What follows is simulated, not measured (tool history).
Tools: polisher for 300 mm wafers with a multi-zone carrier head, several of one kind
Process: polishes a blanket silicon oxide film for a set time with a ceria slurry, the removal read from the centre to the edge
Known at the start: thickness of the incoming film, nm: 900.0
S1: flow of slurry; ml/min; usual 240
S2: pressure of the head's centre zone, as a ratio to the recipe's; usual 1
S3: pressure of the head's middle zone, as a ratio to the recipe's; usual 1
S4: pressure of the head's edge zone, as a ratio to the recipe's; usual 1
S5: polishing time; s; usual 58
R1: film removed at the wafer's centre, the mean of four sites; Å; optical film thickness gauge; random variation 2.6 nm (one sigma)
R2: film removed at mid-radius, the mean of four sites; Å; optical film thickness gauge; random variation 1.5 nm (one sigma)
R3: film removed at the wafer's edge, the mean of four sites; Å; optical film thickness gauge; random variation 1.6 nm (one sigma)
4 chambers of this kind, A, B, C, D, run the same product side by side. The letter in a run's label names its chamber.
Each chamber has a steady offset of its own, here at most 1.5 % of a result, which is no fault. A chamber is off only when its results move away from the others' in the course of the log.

Run 1C, day 0.246: usual settings. Result: R1 1948.1 Å, R2 1936.9 Å, R3 1921 Å.
Run 2D, day 0.567: usual settings. Result: R1 1980.4 Å, R2 1935.7 Å, R3 1937.8 Å.
Run 3A, day 1.017: usual settings. Result: R1 1977.5 Å, R2 1927.2 Å, R3 1948.4 Å.
Run 4B, day 1.367: usual settings. Result: R1 1964.9 Å, R2 1951.5 Å, R3 1985.9 Å.
At day 1.746: chamber A: worn pad replaced by a new one.
Run 5A, day 1.767: usual settings. Result: R1 1952.9 Å, R2 1932.4 Å, R3 1957.3 Å.
At day 1.817: chamber A: slurry nozzle cleaned.
Run 6B, day 2.012: usual settings. Result: R1 1932.5 Å, R2 1942.6 Å, R3 1968.3 Å.
Run 7C, day 2.375: usual settings. Result: R1 1963.1 Å, R2 1965 Å, R3 1935.3 Å.
At day 2.45: chamber C: worn pad replaced by a new one.
Run 8D, day 2.771: usual settings. Result: R1 1966 Å, R2 1947 Å, R3 1949.2 Å.
Run 9B, day 3.2: usual settings. Result: R1 1997.9 Å, R2 1949 Å, R3 1953 Å.
Run 10C, day 3.65: usual settings. Result: R1 1947.5 Å, R2 1967.9 Å, R3 1926.9 Å.
At day 3.904: chamber D: worn pad replaced by a new one.
Run 11D, day 4.054: usual settings. Result: R1 1965.5 Å, R2 1977.4 Å, R3 1948.7 Å.
At day 4.192: chamber B: worn pad replaced by a new one.
Run 12A, day 4.488: usual settings. Result: R1 1977.5 Å, R2 1923.1 Å, R3 1924.9 Å.
Run 13B, day 4.821: usual settings. Result: R1 1938 Å, R2 1943.2 Å, R3 1966.7 Å.
Run 14C, day 5.046: usual settings but S1 215 ml/min. Result: R1 1934.1 Å, R2 1907.7 Å, R3 1906.8 Å.
At day 5.2: chamber C: worn pad replaced by a new one.
Run 15D, day 5.404: usual settings but S1 215 ml/min. Result: R1 1921.2 Å, R2 1927.3 Å, R3 1937.9 Å.
Run 16A, day 5.662: usual settings but S1 215 ml/min. Result: R1 1933.3 Å, R2 1896.4 Å, R3 1942.6 Å.
Run 17B, day 5.933: usual settings but S1 215 ml/min. Result: R1 1923.6 Å, R2 1955.4 Å, R3 1930.9 Å.
At day 6.038: chamber D: slurry nozzle cleaned.
Run 18D, day 6.171: usual settings but S5 75 s. Result: R1 2515.8 Å, R2 2508 Å, R3 2531.1 Å.
Run 19A, day 6.517: usual settings but S5 75 s. Result: R1 2585.5 Å, R2 2512.2 Å, R3 2517.1 Å.
At day 6.6: chamber C: slurry nozzle cleaned.
At day 6.775: chamber C: edge zone pressure recalibrated.
Run 20C, day 6.871: usual settings but S5 75 s. Result: R1 2563.8 Å, R2 2554.9 Å, R3 2507.1 Å.
Run 21A, day 7.292: usual settings but S5 75 s. Result: R1 2564.6 Å, R2 2508.1 Å, R3 2522.4 Å.
Run 22B, day 7.638: usual settings but S5 75 s. Result: R1 2441.6 Å, R2 2507.4 Å, R3 2543.1 Å.
At day 7.9: chamber B: slurry nozzle cleaned.
Run 23C, day 7.971: usual settings but S5 75 s. Result: R1 2465.2 Å, R2 2567.4 Å, R3 2493.3 Å.
At day 8.121: chamber B: centre zone pressure recalibrated.
Run 24D, day 8.2: usual settings but S5 75 s. Result: R1 2531.7 Å, R2 2524.7 Å, R3 2520.5 Å.
At day 8.392: chamber C: worn pad replaced by a new one.
Run 25C, day 8.558: usual settings but S5 75 s. Result: R1 2506.5 Å, R2 2512 Å, R3 2497.1 Å.
At day 8.583: chamber B: worn pad replaced by a new one.
At day 8.754: chamber A: worn pad replaced by a new one.
At day 8.929: chamber A: edge zone pressure recalibrated.
Run 26B, day 9.058: usual settings. Result: R1 2154.1 Å, R2 1946.9 Å, R3 1932.3 Å.
At day 9.112: chamber D: worn pad replaced by a new one.
Run 27D, day 9.338: usual settings. Result: R1 1944.9 Å, R2 1946.6 Å, R3 1935 Å.
Run 28A, day 9.829: usual settings but S1 180 ml/min, S2 0.91. Result: R1 1722.5 Å, R2 1824.2 Å, R3 1866 Å.
At day 10: chamber A: centre zone pressure recalibrated.
Run 29A, day 10.262: usual settings but S1 180 ml/min, S2 0.91. Result: R1 1703 Å, R2 1824.2 Å, R3 1872.4 Å.
Run 30B, day 10.712: usual settings but S1 180 ml/min, S2 0.91. Result: R1 1841.1 Å, R2 1872.6 Å, R3 1908.2 Å.
At day 10.854: chamber C: worn pad replaced by a new one.
Run 31C, day 11.054: usual settings but S1 180 ml/min, S2 0.91. Result: R1 1696.9 Å, R2 1832.4 Å, R3 1865.7 Å.
Run 32D, day 11.275: usual settings. Result: R1 1967 Å, R2 1952 Å, R3 1959.1 Å.
Run 33A, day 11.629: usual settings but S3 0.89. Result: R1 2003.1 Å, R2 1740.4 Å, R3 1972.6 Å.
At day 11.917: chamber B: edge zone pressure recalibrated.
Run 34B, day 12.133: usual settings but S3 0.89. Result: R1 2158.4 Å, R2 1776.8 Å, R3 1934.4 Å.
Run 35C, day 12.642: usual settings but S3 0.89. Result: R1 1965.7 Å, R2 1731.1 Å, R3 1966.9 Å.
Run 36D, day 12.996: usual settings but S3 0.89. Result: R1 1963.9 Å, R2 1730.3 Å, R3 1956.3 Å.

Next, every chamber runs the same settings. What will each give?
Run 37A, day 13.362: usual settings. Result: R1 ?, R2 ?, R3 ?.
Run 37B, day 13.362: usual settings. Result: R1 ?, R2 ?, R3 ?.
Run 37C, day 13.362: usual settings. Result: R1 ?, R2 ?, R3 ?.
Run 37D, day 13.362: usual settings. Result: R1 ?, R2 ?, R3 ?.

run      R1      R2      R3
37A  2014.7  1946.9  1924.9
37B  2123.5  1978.8  1938.7
37C  1940.5  1960.5  1900.1
37D  1975.6  1976.4  1933.1
